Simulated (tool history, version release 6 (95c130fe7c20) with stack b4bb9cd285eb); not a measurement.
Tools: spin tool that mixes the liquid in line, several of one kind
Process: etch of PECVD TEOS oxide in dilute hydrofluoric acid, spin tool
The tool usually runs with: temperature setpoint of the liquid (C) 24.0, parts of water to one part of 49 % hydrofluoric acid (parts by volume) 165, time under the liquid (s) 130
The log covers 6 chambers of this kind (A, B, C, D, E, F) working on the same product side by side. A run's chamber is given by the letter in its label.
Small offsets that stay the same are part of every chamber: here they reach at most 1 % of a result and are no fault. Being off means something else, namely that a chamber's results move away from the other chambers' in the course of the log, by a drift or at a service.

| run | hour | temperature setpoint of the liquid (C) | parts of water to one part of 49 % hydrofluoric acid (parts by volume) | time under the liquid (s) | hours since the thermometer was replaced | hours since the hydrofluoric acid flow meter was replaced | read-back film thickness of the PECVD TEOS oxide reference wafer, read on the same gauge (nm) | thickness taken off the PECVD TEOS oxide on a monitor wafer (angstrom) |
|---|---|---|---|---|---|---|---|---|
|  | 3.9 | chamber C: hydrofluoric acid flow meter replaced |
| 1D | 9.6 | 24.0 | 165 | 130 | 734.4 | 1375.6 | 60.025 | 144.150 |
| 2B | 16.1 | 24.0 | 165 | 130 | 546.6 | 395.6 | 59.983 | 144.090 |
| 3A | 28.5 | 24.0 | 165 | 130 | 426.8 | 91.6 | 59.999 | 142.440 |
| 4F | 42.0 | 24.0 | 165 | 130 | 1354.9 | 1280.6 | 60.002 | 144.180 |
|  | 45.0 | chamber D: hydrofluoric acid flow meter replaced |
|  | 50.5 | chamber E: hydrofluoric acid flow meter replaced |
| 5E | 52.4 | 24.0 | 165 | 130 | 528.0 | 1.9 | 60.038 | 143.300 |
| 6C | 60.0 | 24.0 | 165 | 130 | 552.3 | 56.2 | 60.009 | 144.020 |
| 7B | 67.7 | 24.0 | 165 | 130 | 598.2 | 447.2 | 60.025 | 142.440 |
| 8A | 81.2 | 24.0 | 165 | 180 | 479.5 | 144.3 | 59.983 | 198.070 |
| 9F | 93.2 | 24.0 | 165 | 180 | 1406.1 | 1331.8 | 59.997 | 198.480 |
| 10C | 102.8 | 24.0 | 165 | 180 | 595.1 | 99.0 | 59.992 | 198.200 |
| 11E | 112.7 | 24.0 | 165 | 180 | 588.3 | 62.2 | 59.984 | 198.870 |
| 12D | 120.2 | 24.0 | 165 | 180 | 845.0 | 75.3 | 59.993 | 197.930 |
| 13A | 130.6 | 24.0 | 165 | 180 | 528.9 | 193.7 | 60.005 | 199.460 |
| 14E | 141.9 | 24.0 | 165 | 130 | 617.5 | 91.4 | 59.977 | 144.920 |
| 15C | 150.6 | 24.0 | 165 | 130 | 642.9 | 146.8 | 60.010 | 143.910 |
| 16F | 163.0 | 24.0 | 165 | 130 | 1475.9 | 1401.6 | 60.015 | 143.720 |
|  | 165.4 | chamber D: thermometer replaced |
| 17B | 173.4 | 24.0 | 165 | 130 | 703.9 | 552.9 | 60.027 | 143.670 |
| 18D | 184.0 | 24.0 | 235 | 130 | 18.7 | 139.1 | 60.000 | 95.112 |
| 19D | 197.8 | 24.0 | 235 | 130 | 32.5 | 152.9 | 60.014 | 94.005 |
| 20B | 208.3 | 24.0 | 235 | 130 | 738.8 | 587.8 | 59.996 | 93.048 |
| 21F | 216.0 | 24.0 | 235 | 130 | 1528.9 | 1454.6 | 60.008 | 92.936 |
| 22E | 224.2 | 24.0 | 235 | 130 | 699.8 | 173.7 | 59.965 | 92.877 |
| 23C | 232.0 | 24.0 | 235 | 130 | 724.3 | 228.2 | 59.995 | 93.767 |
| 24A | 241.7 | 24.0 | 205 | 180 | 640.0 | 304.8 | 59.979 | 153.180 |
| 25B | 253.9 | 24.0 | 205 | 180 | 784.4 | 633.4 | 60.017 | 151.550 |
| 26D | 266.3 | 24.0 | 205 | 180 | 101.0 | 221.4 | 59.983 | 155.010 |
| 27E | 276.4 | 24.0 | 205 | 180 | 752.0 | 225.9 | 60.012 | 153.870 |
|  | 282.9 | chamber B: thermometer replaced |
| 28A | 286.0 | 24.0 | 205 | 180 | 684.3 | 349.1 | 60.007 | 153.070 |
| 29C | 296.7 | 24.0 | 205 | 180 | 789.0 | 292.9 | 60.007 | 154.110 |
| 30F | 303.8 | 24.0 | 165 | 130 | 1616.7 | 1542.4 | 59.966 | 144.200 |
| 31C | 313.7 | 24.0 | 165 | 130 | 806.0 | 309.9 | 60.007 | 143.930 |
| 32D | 321.4 | 24.0 | 165 | 130 | 156.1 | 276.5 | 60.017 | 144.910 |
|  | 331.3 | chamber F: hydrofluoric acid flow meter replaced |
| 33F | 331.7 | 28.5 | 165 | 130 | 1644.6 | 0.4 | 59.986 | 169.080 |
| 34B | 343.1 | 28.5 | 165 | 130 | 60.3 | 722.6 | 60.012 | 168.780 |
| 35A | 349.4 | 28.5 | 165 | 130 | 747.7 | 412.5 | 60.006 | 168.260 |
| 36E | 359.7 | 28.5 | 165 | 130 | 835.3 | 309.2 | 60.000 | 169.110 |

Does one chamber stand apart from the rest, does the shared gauge drift, or is all well apart from small per-chamber offsets? Give the chamber and the most likely cause, where there is one.

Beyond each chamber's small constant offset nothing stands out, and the gauge stays steady.

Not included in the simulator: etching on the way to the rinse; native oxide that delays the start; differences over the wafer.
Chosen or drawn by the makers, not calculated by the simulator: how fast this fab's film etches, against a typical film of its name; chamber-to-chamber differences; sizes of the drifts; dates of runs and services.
